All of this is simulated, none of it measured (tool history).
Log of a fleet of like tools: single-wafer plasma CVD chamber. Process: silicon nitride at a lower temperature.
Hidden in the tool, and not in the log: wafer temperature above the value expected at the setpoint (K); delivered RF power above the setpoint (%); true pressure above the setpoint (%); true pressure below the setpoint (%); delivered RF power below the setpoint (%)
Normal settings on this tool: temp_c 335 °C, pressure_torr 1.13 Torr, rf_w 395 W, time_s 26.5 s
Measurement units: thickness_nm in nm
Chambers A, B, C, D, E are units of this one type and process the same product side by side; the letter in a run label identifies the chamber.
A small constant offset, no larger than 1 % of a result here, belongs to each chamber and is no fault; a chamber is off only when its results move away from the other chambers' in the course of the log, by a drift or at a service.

run   hour  temp_c  pressure_torr  rf_w  time_s  hours since the last thermocouple change  hours since the last RF generator calibration  hours since the last manometer calibration  read-back reference wafer on the same gauge, thickness_nm  thickness_nm
 1D    4.6     335           1.13   395    26.5                                    1753.2                                          386.3                                       314.3                                                     40.087        33.882
 2C   14.7     335           1.13   395    26.5                                    1299.2                                          344.5                                       428.1                                                     40.093        33.632
 3E   19.8     335           1.13   395    26.5                                     848.6                                         1235.1                                      1372.9                                                     40.071        33.597
 4A   27.9     335           1.13   395    26.5                                     981.8                                          202.0                                       959.3                                                     40.080        34.142
      29.1  -- chamber A: thermocouple changed; heater temperature recalibrated
 5B   34.6     335           1.13   395    26.5                                    1900.0                                          406.7                                       309.4                                                     40.074        33.768
 6E   45.4     335           1.13   395    26.5                                     874.2                                         1260.7                                      1398.5                                                     40.062        33.457
      46.5  -- chamber D: thermocouple changed; heater temperature recalibrated
 7B   50.9     335           1.13   395    26.5                                    1916.3                                          423.0                                       325.7                                                     40.044        33.735
 8C   59.9     335           1.13   395    26.5                                    1344.4                                          389.7                                       473.3                                                     40.053        33.657
 9A   68.0     335           1.13   395    26.5                                      39.0                                          242.1                                       999.4                                                     40.033        34.111
10D   78.3     335           1.13   395    26.5                                      31.9                                          460.0                                       388.0                                                     40.039        33.838
11B   87.1     335           1.13   395    26.5                                    1952.5                                          459.2                                       361.9                                                     40.041        33.648
12D   95.6     335           1.13   395    26.5                                      49.2                                          477.3                                       405.3                                                     40.022        33.872
13C  102.6     335           1.13   395    26.5                                    1387.1                                          432.4                                       516.0                                                     40.015        33.622
14E  110.2     335           1.13   395    23.7                                     939.0                                         1325.5                                      1463.3                                                     40.015        29.902
15A  120.7     335           1.13   395    23.7                                      91.7                                          294.8                                      1052.1                                                     40.010        30.423
16B  130.4     335           1.13   395    23.7                                    1995.8                                          502.5                                       405.2                                                     39.989        30.190
17D  140.6     335           1.13   395    23.7                                      94.2                                          522.3                                       450.3                                                     39.993        30.230
18C  149.4     335           1.13   395    23.7                                    1433.9                                          479.2                                       562.8                                                     39.976        30.048
19E  157.8     335           1.13   395    26.5                                     986.6                                         1373.1                                      1510.9                                                     39.964        33.397
20A  163.1     335           1.13   395    26.5                                     134.1                                          337.2                                      1094.5                                                     39.957        33.960
21B  172.5     335           1.13   395    26.5                                    2037.9                                          544.6                                       447.3                                                     39.959        33.682
22C  180.3     335           1.13   395    26.5                                    1464.8                                          510.1                                       593.7                                                     39.952        33.562
23A  191.0     335           1.13   395    26.5                                     162.0                                          365.1                                      1122.4                                                     39.944        34.002
24E  199.2     335           1.13   395    26.5                                    1028.0                                         1414.5                                      1552.3                                                     39.933        33.476
25D  206.0     335           1.13   395    26.5                                     159.6                                          587.7                                       515.7                                                     39.931        33.766
26D  216.1     335           1.13   395    26.5                                     169.7                                          597.8                                       525.8                                                     39.918        33.747
27A  225.1     335           1.13   395    26.5                                     196.1                                          399.2                                      1156.5                                                     39.918        33.935
28B  233.5     335           1.13   395    26.5                                    2098.9                                          605.6                                       508.3                                                     39.919        33.598
29E  242.8     335           1.13   395    26.5                                    1071.6                                         1458.1                                      1595.9                                                     39.896        33.384
30C  249.8     335           1.13   395    26.5                                    1534.3                                          579.6                                       663.2                                                     39.898        33.497
     252.0  -- chamber E: capacitance manometer re-zeroed and calibrated
31D  259.0     335           1.13   395    26.5                                     212.6                                          640.7                                       568.7                                                     39.899        33.671
32B  265.3     335           1.13   395    26.5                                    2130.7                                          637.4                                       540.1                                                     39.875        33.662
33C  274.8     335           1.13   395    26.5                                    1559.3                                          604.6                                       688.2                                                     39.861        33.464
34E  283.2     335           1.13   395    26.5                                    1112.0                                         1498.5                                        31.3                                                     39.855        33.402

Decide between three cases: one chamber stands off from its peers, the gauge reading all wafers drifts, or nothing is wrong past each chamber's small offset. Where a chamber is off, say which and what most likely put it there.

It is the gauge, not a chamber: its drift shows up in every chamber's results at once, and no chamber is off.
Cause: gauge reads low (%) = 0.612.
